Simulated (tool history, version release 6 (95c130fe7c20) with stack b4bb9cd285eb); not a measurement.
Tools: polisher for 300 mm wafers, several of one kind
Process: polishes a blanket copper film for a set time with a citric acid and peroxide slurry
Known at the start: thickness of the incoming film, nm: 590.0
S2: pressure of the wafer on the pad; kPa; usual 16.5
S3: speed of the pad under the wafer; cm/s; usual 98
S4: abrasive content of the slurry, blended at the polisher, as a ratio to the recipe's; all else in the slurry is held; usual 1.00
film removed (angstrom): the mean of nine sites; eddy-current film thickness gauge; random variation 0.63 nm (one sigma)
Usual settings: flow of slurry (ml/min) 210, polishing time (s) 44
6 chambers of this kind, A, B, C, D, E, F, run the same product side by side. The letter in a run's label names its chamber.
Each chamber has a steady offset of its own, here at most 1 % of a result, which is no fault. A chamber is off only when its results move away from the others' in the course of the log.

-- hour=1.6 chamber E: worn pad replaced by a new one
-- hour=4.5 chamber C: slurry nozzle cleaned
run 1B hour=5.5 | flow_of_slurry_(ml/min)=210 S2=16.5 S3=98 S4=1.00 polishing_time_(s)=44 | film_removed_(angstrom)=901.76
-- hour=6.9 chamber B: slurry nozzle cleaned
run 2C hour=12.7 | flow_of_slurry_(ml/min)=210 S2=16.5 S3=98 S4=1.00 polishing_time_(s)=44 | film_removed_(angstrom)=928.14
run 3A hour=20.8 | flow_of_slurry_(ml/min)=210 S2=16.5 S3=98 S4=1.00 polishing_time_(s)=44 | film_removed_(angstrom)=929.93
-- hour=22.7 chamber A: worn pad replaced by a new one
run 4E hour=31.0 | flow_of_slurry_(ml/min)=210 S2=16.5 S3=98 S4=1.00 polishing_time_(s)=44 | film_removed_(angstrom)=920.27
-- hour=32.2 chamber D: worn pad replaced by a new one
-- hour=36.2 chamber C: worn pad replaced by a new one
run 5D hour=40.6 | flow_of_slurry_(ml/min)=210 S2=16.5 S3=98 S4=1.00 polishing_time_(s)=44 | film_removed_(angstrom)=909.52
-- hour=43.3 chamber A: slurry blender recalibrated
run 6F hour=46.2 | flow_of_slurry_(ml/min)=210 S2=16.5 S3=98 S4=1.00 polishing_time_(s)=44 | film_removed_(angstrom)=904.95
-- hour=54.1 chamber F: worn pad replaced by a new one
run 7F hour=55.6 | flow_of_slurry_(ml/min)=210 S2=16.5 S3=98 S4=1.00 polishing_time_(s)=44 | film_removed_(angstrom)=916.29
-- hour=56.5 chamber B: worn pad replaced by a new one
run 8B hour=61.2 | flow_of_slurry_(ml/min)=210 S2=16.5 S3=98 S4=1.00 polishing_time_(s)=44 | film_removed_(angstrom)=922.78
run 9D hour=67.5 | flow_of_slurry_(ml/min)=210 S2=16.5 S3=98 S4=1.00 polishing_time_(s)=35 | film_removed_(angstrom)=731.95
-- hour=71.4 chamber D: slurry blender recalibrated
-- hour=72.4 chamber E: slurry nozzle cleaned
run 10A hour=77.4 | flow_of_slurry_(ml/min)=210 S2=16.5 S3=98 S4=1.00 polishing_time_(s)=35 | film_removed_(angstrom)=744.26
run 11C hour=89.3 | flow_of_slurry_(ml/min)=210 S2=16.5 S3=98 S4=1.00 polishing_time_(s)=35 | film_removed_(angstrom)=747.47
-- hour=96.0 chamber D: slurry nozzle cleaned
run 12E hour=97.9 | flow_of_slurry_(ml/min)=210 S2=16.5 S3=98 S4=1.00 polishing_time_(s)=35 | film_removed_(angstrom)=732.82
-- hour=102.1 chamber C: worn pad replaced by a new one
-- hour=102.4 chamber A: worn pad replaced by a new one
run 13F hour=108.0 | flow_of_slurry_(ml/min)=210 S2=16.5 S3=98 S4=1.00 polishing_time_(s)=35 | film_removed_(angstrom)=728.39
run 14A hour=114.6 | flow_of_slurry_(ml/min)=210 S2=16.5 S3=98 S4=1.00 polishing_time_(s)=35 | film_removed_(angstrom)=734.95
-- hour=120.7 chamber D: worn pad replaced by a new one
run 15E hour=123.7 | flow_of_slurry_(ml/min)=210 S2=16.5 S3=98 S4=1.00 polishing_time_(s)=44 | film_removed_(angstrom)=922.78
-- hour=127.9 chamber E: worn pad replaced by a new one
-- hour=130.0 chamber B: worn pad replaced by a new one
run 16B hour=132.3 | flow_of_slurry_(ml/min)=210 S2=16.5 S3=98 S4=1.00 polishing_time_(s)=44 | film_removed_(angstrom)=921.79
run 17C hour=144.6 | flow_of_slurry_(ml/min)=210 S2=16.5 S3=98 S4=1.00 polishing_time_(s)=44 | film_removed_(angstrom)=930.29
run 18D hour=151.6 | flow_of_slurry_(ml/min)=210 S2=16.5 S3=98 S4=1.00 polishing_time_(s)=44 | film_removed_(angstrom)=910.40
-- hour=154.7 chamber C: worn pad replaced by a new one
-- hour=156.3 chamber E: slurry blender recalibrated
run 19F hour=158.5 | flow_of_slurry_(ml/min)=210 S2=16.5 S3=98 S4=1.00 polishing_time_(s)=44 | film_removed_(angstrom)=916.65
run 20C hour=165.0 | flow_of_slurry_(ml/min)=210 S2=16.5 S3=98 S4=1.00 polishing_time_(s)=44 | film_removed_(angstrom)=927.04
-- hour=166.1 chamber F: worn pad replaced by a new one
-- hour=170.0 chamber B: slurry blender recalibrated
run 21D hour=173.1 | flow_of_slurry_(ml/min)=210 S2=16.5 S3=98 S4=1.00 polishing_time_(s)=44 | film_removed_(angstrom)=921.34
-- hour=173.5 chamber A: worn pad replaced by a new one
run 22B hour=181.3 | flow_of_slurry_(ml/min)=210 S2=16.5 S3=98 S4=1.00 polishing_time_(s)=44 | film_removed_(angstrom)=903.94
run 23A hour=187.5 | flow_of_slurry_(ml/min)=210 S2=16.5 S3=98 S4=1.00 polishing_time_(s)=44 | film_removed_(angstrom)=906.22
-- hour=190.0 chamber D: worn pad replaced by a new one
run 24E hour=193.0 | flow_of_slurry_(ml/min)=255 S2=16.5 S3=98 S4=1.15 polishing_time_(s)=44 | film_removed_(angstrom)=975.70
run 25B hour=199.3 | flow_of_slurry_(ml/min)=255 S2=16.5 S3=98 S4=1.15 polishing_time_(s)=44 | film_removed_(angstrom)=962.30
-- hour=202.8 chamber B: worn pad replaced by a new one
run 26F hour=205.0 | flow_of_slurry_(ml/min)=255 S2=16.5 S3=98 S4=1.15 polishing_time_(s)=44 | film_removed_(angstrom)=969.83
-- hour=214.3 chamber C: worn pad replaced by a new one
run 27C hour=214.6 | flow_of_slurry_(ml/min)=255 S2=16.5 S3=98 S4=1.15 polishing_time_(s)=44 | film_removed_(angstrom)=974.03
-- hour=214.9 chamber C: head pressure recalibrated
-- hour=219.3 chamber C: slurry blender recalibrated
run 28E hour=226.9 | flow_of_slurry_(ml/min)=255 S2=16.5 S3=98 S4=1.15 polishing_time_(s)=44 | film_removed_(angstrom)=982.49
run 29A hour=234.0 | flow_of_slurry_(ml/min)=255 S2=16.5 S3=98 S4=1.15 polishing_time_(s)=44 | film_removed_(angstrom)=943.41
-- hour=236.0 chamber E: worn pad replaced by a new one
run 30D hour=240.5 | flow_of_slurry_(ml/min)=210 S2=16.5 S3=98 S4=1.00 polishing_time_(s)=44 | film_removed_(angstrom)=914.13
run 31C hour=251.8 | flow_of_slurry_(ml/min)=210 S2=16.5 S3=98 S4=1.00 polishing_time_(s)=44 | film_removed_(angstrom)=926.87
-- hour=257.6 chamber A: worn pad replaced by a new one
run 32D hour=259.8 | flow_of_slurry_(ml/min)=210 S2=16.5 S3=98 S4=1.00 polishing_time_(s)=44 | film_removed_(angstrom)=921.04
run 33A hour=269.8 | flow_of_slurry_(ml/min)=210 S2=16.5 S3=98 S4=1.00 polishing_time_(s)=44 | film_removed_(angstrom)=887.66
run 34E hour=276.7 | flow_of_slurry_(ml/min)=210 S2=16.5 S3=98 S4=1.00 polishing_time_(s)=44 | film_removed_(angstrom)=916.90
-- hour=277.6 chamber F: worn pad replaced by a new one
run 35F hour=286.8 | flow_of_slurry_(ml/min)=145 S2=20.7 S3=98 S4=1.00 polishing_time_(s)=44 | film_removed_(angstrom)=1074.80
-- hour=289.2 chamber B: worn pad replaced by a new one
run 36B hour=296.0 | flow_of_slurry_(ml/min)=145 S2=20.7 S3=98 S4=1.00 polishing_time_(s)=44 | film_removed_(angstrom)=1066.50

What goes on in this fleet: one chamber off, a drifting gauge, or nothing beyond the chambers' own small offsets? Name the chamber and the cause, if any.

Chamber A drifts away from the others.
Cause: slurry flow missing at the pad, % = 29.2.
The log may not tell that from: head's pressure below its setpoint, %; abrasive missing from the slurry, %.

Here are 4 candidates for chamber A's next run, each the usual settings with a change, their results left as question marks. Which one brings its results back in line with what the others give on the usual settings?
In line means no further than this from the other chambers' mean on the usual settings: film removed (angstrom) 22.00
run 37A-1 hour=305.0 | flow_of_slurry_(ml/min)=210 S2=16.5 S3=100 S4=1.00 polishing_time_(s)=45 | film_removed_(angstrom)=?
run 37A-2 hour=305.0 | flow_of_slurry_(ml/min)=210 S2=15.9 S3=98 S4=1.00 polishing_time_(s)=44 | film_removed_(angstrom)=?
run 37A-3 hour=305.0 | flow_of_slurry_(ml/min)=270 S2=16.5 S3=98 S4=1.25 polishing_time_(s)=44 | film_removed_(angstrom)=?
run 37A-4 hour=305.0 | flow_of_slurry_(ml/min)=210 S2=15.9 S3=96 S4=1.00 polishing_time_(s)=43 | film_removed_(angstrom)=?

The other chambers' mean on the usual settings: film removed (angstrom) 916.10
run=37A-1 film_removed_(angstrom)=912.95
run=37A-2 film_removed_(angstrom)=839.48
run=37A-3 film_removed_(angstrom)=954.43
run=37A-4 film_removed_(angstrom)=803.95
37A-1 brings the chamber back in line.
